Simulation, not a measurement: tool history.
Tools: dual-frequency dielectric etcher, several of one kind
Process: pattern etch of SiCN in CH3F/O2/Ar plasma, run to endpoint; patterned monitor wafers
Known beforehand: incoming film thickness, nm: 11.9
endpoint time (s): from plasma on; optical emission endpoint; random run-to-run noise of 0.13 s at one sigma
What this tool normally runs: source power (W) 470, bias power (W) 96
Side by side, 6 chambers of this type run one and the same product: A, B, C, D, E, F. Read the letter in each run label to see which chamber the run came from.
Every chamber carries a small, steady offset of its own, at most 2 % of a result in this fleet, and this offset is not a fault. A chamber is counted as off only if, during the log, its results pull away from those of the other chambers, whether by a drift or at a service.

run,hour,source power (W),bias power (W),hours since the last wet clean,hours since the last source power generator calibration,hours since the last bias power generator calibration,endpoint time (s)
1E,7.0,470,96,373.9,770.1,257.6,27.252
2C,16.7,470,96,103.1,2360.5,925.8,26.852
# hour 17.1: chamber D: wet clean of the chamber
3D,21.2,470,96,4.2,47.7,729.7,26.702
4A,30.6,470,96,242.4,3631.5,706.0,26.803
5B,36.6,470,96,415.1,2164.1,1964.1,27.583
6F,43.5,470,96,158.0,2538.5,799.8,26.776
7E,49.0,470,96,415.9,812.1,299.6,26.992
8D,55.7,470,96,38.7,82.2,764.2,26.625
9A,63.5,470,96,275.3,3664.4,738.9,26.514
10B,70.6,470,96,449.1,2198.1,1998.1,27.482
11C,75.7,470,96,162.1,2419.5,984.8,27.039
12F,85.1,470,96,199.6,2580.1,841.4,27.232
# hour 86.0: chamber B: wet clean of the chamber
13E,94.9,470,96,461.8,858.0,345.5,27.136
14A,100.6,470,96,312.4,3701.5,776.0,26.788
15D,110.8,470,87,93.8,137.3,819.3,27.663
16F,118.6,470,87,233.1,2613.6,874.9,28.160
17C,125.2,470,87,211.6,2469.0,1034.3,28.248
18B,132.6,470,87,46.7,2260.1,2060.1,28.402
19C,140.0,470,87,226.4,2483.8,1049.1,28.124
20B,150.0,470,87,64.1,2277.5,2077.5,28.532
21E,159.1,470,104,526.0,922.2,409.7,26.733
22F,166.9,470,104,281.4,2661.9,923.2,26.266
23A,174.2,470,104,386.0,3775.1,849.6,25.927
24D,179.5,470,104,162.5,206.0,888.0,25.884
25F,184.2,470,104,298.7,2679.2,940.5,26.221
# hour 184.4: chamber A: wet clean of the chamber
26E,189.4,470,104,556.3,952.5,440.0,26.653
27A,194.7,520,106,10.4,3795.6,870.1,25.119
28D,204.9,520,106,187.9,231.4,913.4,24.995
29B,215.2,520,106,129.3,2342.7,2142.7,25.376
30C,221.8,520,106,308.2,2565.6,1130.9,25.185
31D,228.8,520,106,211.8,255.3,937.3,24.930
32E,234.6,520,106,601.5,997.7,485.2,25.766
33B,240.2,470,96,154.3,2367.7,2167.7,27.330
34C,249.2,470,96,335.6,2593.0,1158.3,27.033
35A,253.8,470,96,69.5,3854.7,929.2,26.708
# hour 256.9: chamber B: source power generator calibrated
36F,259.5,470,96,374.0,2754.5,1015.8,27.085
37C,267.5,400,81,353.9,2611.3,1176.6,30.374
38A,273.5,400,81,89.2,3874.4,948.9,30.342
39F,280.0,400,81,394.5,2775.0,1036.3,30.703
40D,285.3,400,81,268.3,311.8,993.8,29.970
41E,293.3,400,81,660.2,1056.4,543.9,31.776
42B,303.1,400,81,217.2,46.2,2230.6,31.083

For the next run the whole fleet of 6 chambers uses the same settings. Give each chamber's results:
43A,310.5,470,96,,,,?
43B,310.5,470,96,,,,?
43C,310.5,470,96,,,,?
43D,310.5,470,96,,,,?
43E,310.5,470,96,,,,?
43F,310.5,470,96,,,,?

run,endpoint time (s)
43A,26.753
43B,27.362
43C,26.939
43D,26.647
43E,27.969
43F,26.975
